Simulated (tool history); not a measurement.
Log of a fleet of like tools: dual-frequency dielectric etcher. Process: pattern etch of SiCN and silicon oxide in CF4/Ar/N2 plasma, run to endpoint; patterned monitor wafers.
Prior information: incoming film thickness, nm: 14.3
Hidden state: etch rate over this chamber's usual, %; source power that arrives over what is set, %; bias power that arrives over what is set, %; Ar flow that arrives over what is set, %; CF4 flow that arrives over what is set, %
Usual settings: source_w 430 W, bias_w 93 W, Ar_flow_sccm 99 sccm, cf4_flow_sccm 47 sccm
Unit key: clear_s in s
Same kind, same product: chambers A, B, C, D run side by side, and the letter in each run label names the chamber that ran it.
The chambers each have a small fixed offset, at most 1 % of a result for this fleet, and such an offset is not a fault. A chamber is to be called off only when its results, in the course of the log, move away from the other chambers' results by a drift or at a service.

| run | day | source_w | bias_w | Ar_flow_sccm | cf4_flow_sccm | hours since the last wet clean | hours since the last source power generator calibration | hours since the last bias power generator calibration | hours since the last Ar flow controller change | hours since the last CF4 flow controller change | clear_s |
|---|---|---|---|---|---|---|---|---|---|---|---|
| 1C | 0.162 | 430 | 93 | 99 | 47 | 186.9 | 3102.9 | 954.3 | 1824 | 1390.6 | 16.73 |
| 2A | 0.267 | 430 | 93 | 99 | 47 | 346.5 | 1962.1 | 2954.1 | 3126.2 | 316.5 | 16.783 |
| 3B | 0.442 | 430 | 93 | 99 | 47 | 97.9 | 1427.9 | 1025.5 | 879.7 | 2665.1 | 16.548 |
| 4D | 0.562 | 430 | 93 | 99 | 47 | 441.7 | 1595.8 | 1605.5 | 2437.9 | 1596.7 | 16.506 |
| 5A | 0.654 | 430 | 93 | 99 | 47 | 355.8 | 1971.4 | 2963.4 | 3135.5 | 325.8 | 16.821 |
| 6B | 0.833 | 430 | 93 | 99 | 47 | 107.3 | 1437.3 | 1034.9 | 889.1 | 2674.5 | 16.639 |
|  | 0.862 | chamber D: wet clean of the chamber |
| 7C | 0.958 | 430 | 93 | 99 | 47 | 206 | 3122 | 973.4 | 1843.1 | 1409.7 | 16.55 |
| 8D | 1.079 | 430 | 93 | 99 | 41 | 5.3 | 1608.2 | 1617.9 | 2450.3 | 1609.1 | 16.812 |
| 9A | 1.233 | 430 | 93 | 99 | 41 | 369.7 | 1985.3 | 2977.3 | 3149.4 | 339.7 | 17.09 |
| 10D | 1.358 | 430 | 93 | 99 | 41 | 12 | 1614.9 | 1624.6 | 2457 | 1615.8 | 16.955 |
| 11C | 1.454 | 430 | 93 | 99 | 41 | 217.9 | 3133.9 | 985.3 | 1855 | 1421.6 | 17.123 |
| 12B | 1.6 | 430 | 93 | 99 | 47 | 125.7 | 1455.7 | 1053.3 | 907.5 | 2692.9 | 16.709 |
| 13B | 1.788 | 430 | 93 | 99 | 47 | 130.2 | 1460.2 | 1057.8 | 912 | 2697.4 | 16.592 |
| 14A | 1.888 | 430 | 93 | 99 | 47 | 385.4 | 2001 | 2993 | 3165.1 | 355.4 | 16.818 |
| 15C | 2.033 | 430 | 100 | 99 | 47 | 231.8 | 3147.8 | 999.2 | 1868.9 | 1435.5 | 16.241 |
| 16D | 2.208 | 430 | 100 | 99 | 47 | 32.4 | 1635.3 | 1645 | 2477.4 | 1636.2 | 16.059 |
| 17C | 2.358 | 430 | 100 | 99 | 47 | 239.6 | 3155.6 | 1007 | 1876.7 | 1443.3 | 16.299 |
| 18A | 2.496 | 430 | 100 | 99 | 47 | 400 | 2015.6 | 3007.6 | 3179.7 | 370 | 16.264 |
| 19D | 2.683 | 430 | 93 | 99 | 47 | 43.8 | 1646.7 | 1656.4 | 2488.8 | 1647.6 | 16.619 |
| 20B | 2.838 | 430 | 93 | 99 | 47 | 155.4 | 1485.4 | 1083 | 937.2 | 2722.6 | 16.776 |
| 21B | 3.029 | 430 | 93 | 99 | 47 | 160 | 1490 | 1087.6 | 941.8 | 2727.2 | 16.6 |
| 22D | 3.158 | 430 | 93 | 99 | 47 | 55.2 | 1658.1 | 1667.8 | 2500.2 | 1659 | 16.628 |
| 23C | 3.275 | 430 | 93 | 99 | 47 | 261.6 | 3177.6 | 1029 | 1898.7 | 1465.3 | 16.557 |
| 24A | 3.367 | 430 | 93 | 79 | 47 | 420.9 | 2036.5 | 3028.5 | 3200.6 | 390.9 | 16.267 |
| 25D | 3.558 | 430 | 93 | 79 | 47 | 64.8 | 1667.7 | 1677.4 | 2509.8 | 1668.6 | 16.113 |
| 26B | 3.717 | 430 | 93 | 79 | 47 | 176.5 | 1506.5 | 1104.1 | 958.3 | 2743.7 | 16.063 |
| 27A | 3.825 | 430 | 93 | 79 | 47 | 431.9 | 2047.5 | 3039.5 | 3211.6 | 401.9 | 16.195 |
| 28C | 4 | 430 | 93 | 99 | 47 | 279 | 3195 | 1046.4 | 1916.1 | 1482.7 | 16.514 |
| 29D | 4.138 | 430 | 93 | 109 | 47 | 78.7 | 1681.6 | 1691.3 | 2523.7 | 1682.5 | 16.71 |
| 30A | 4.229 | 430 | 93 | 109 | 47 | 441.6 | 2057.2 | 3049.2 | 3221.3 | 411.6 | 17.134 |
| 31B | 4.383 | 430 | 93 | 109 | 47 | 192.5 | 1522.5 | 1120.1 | 974.3 | 2759.7 | 16.841 |
| 32C | 4.529 | 430 | 93 | 109 | 47 | 291.7 | 3207.7 | 1059.1 | 1928.8 | 1495.4 | 16.519 |
| 33C | 4.617 | 430 | 93 | 99 | 47 | 293.8 | 3209.8 | 1061.2 | 1930.9 | 1497.5 | 16.325 |
| 34B | 4.75 | 430 | 93 | 99 | 47 | 201.3 | 1531.3 | 1128.9 | 983.1 | 2768.5 | 16.533 |
| 35A | 4.9 | 430 | 93 | 99 | 47 | 457.7 | 2073.3 | 3065.3 | 3237.4 | 427.7 | 16.785 |
| 36D | 5.033 | 430 | 93 | 99 | 47 | 100.2 | 1703.1 | 1712.8 | 2545.2 | 1704 | 16.559 |
| 37D | 5.212 | 480 | 93 | 99 | 47 | 104.5 | 1707.4 | 1717.1 | 2549.5 | 1708.3 | 14.997 |
| 38A | 5.379 | 480 | 93 | 99 | 47 | 469.2 | 2084.8 | 3076.8 | 3248.9 | 439.2 | 15.282 |
| 39C | 5.55 | 480 | 93 | 99 | 47 | 316.2 | 3232.2 | 1083.6 | 1953.3 | 1519.9 | 14.731 |

One chamber off, gauge drift, or nothing amiss beyond the chambers' own small offsets? If it is a chamber, which one, and what is the likeliest cause?

It is chamber C that slowly wanders off from its peers.
Likeliest cause: etch rate over this chamber's usual, % = 3.33.
The log might look much the same if the cause were instead: source power that arrives over what is set, %.

Chamber C could run next with any of the 4 candidate recipes listed below; each alters the usual settings, and their results appear as question marks. Which one brings its results back in line with what the other chambers deliver on the usual settings?
Allowed miss from the other chambers' usual-settings mean, per result, to count as in line: clear_s 0.32 s
| 40C-1 | 5.688 | 430 | 93 | 99 | 30 |  |  |  |  |  | ? |
| 40C-2 | 5.688 | 460 | 96 | 98 | 48 |  |  |  |  |  | ? |
| 40C-3 | 5.688 | 430 | 86 | 102 | 46 |  |  |  |  |  | ? |
| 40C-4 | 5.688 | 450 | 93 | 99 | 47 |  |  |  |  |  | ? |

On the usual settings, the other chambers give on average: clear_s 16.664 s
| run | clear_s |
|---|---|
| 40C-1 | 17.099 |
| 40C-2 | 14.868 |
| 40C-3 | 16.615 |
| 40C-4 | 15.401 |
With 40C-3, the chamber falls back in line with the rest.

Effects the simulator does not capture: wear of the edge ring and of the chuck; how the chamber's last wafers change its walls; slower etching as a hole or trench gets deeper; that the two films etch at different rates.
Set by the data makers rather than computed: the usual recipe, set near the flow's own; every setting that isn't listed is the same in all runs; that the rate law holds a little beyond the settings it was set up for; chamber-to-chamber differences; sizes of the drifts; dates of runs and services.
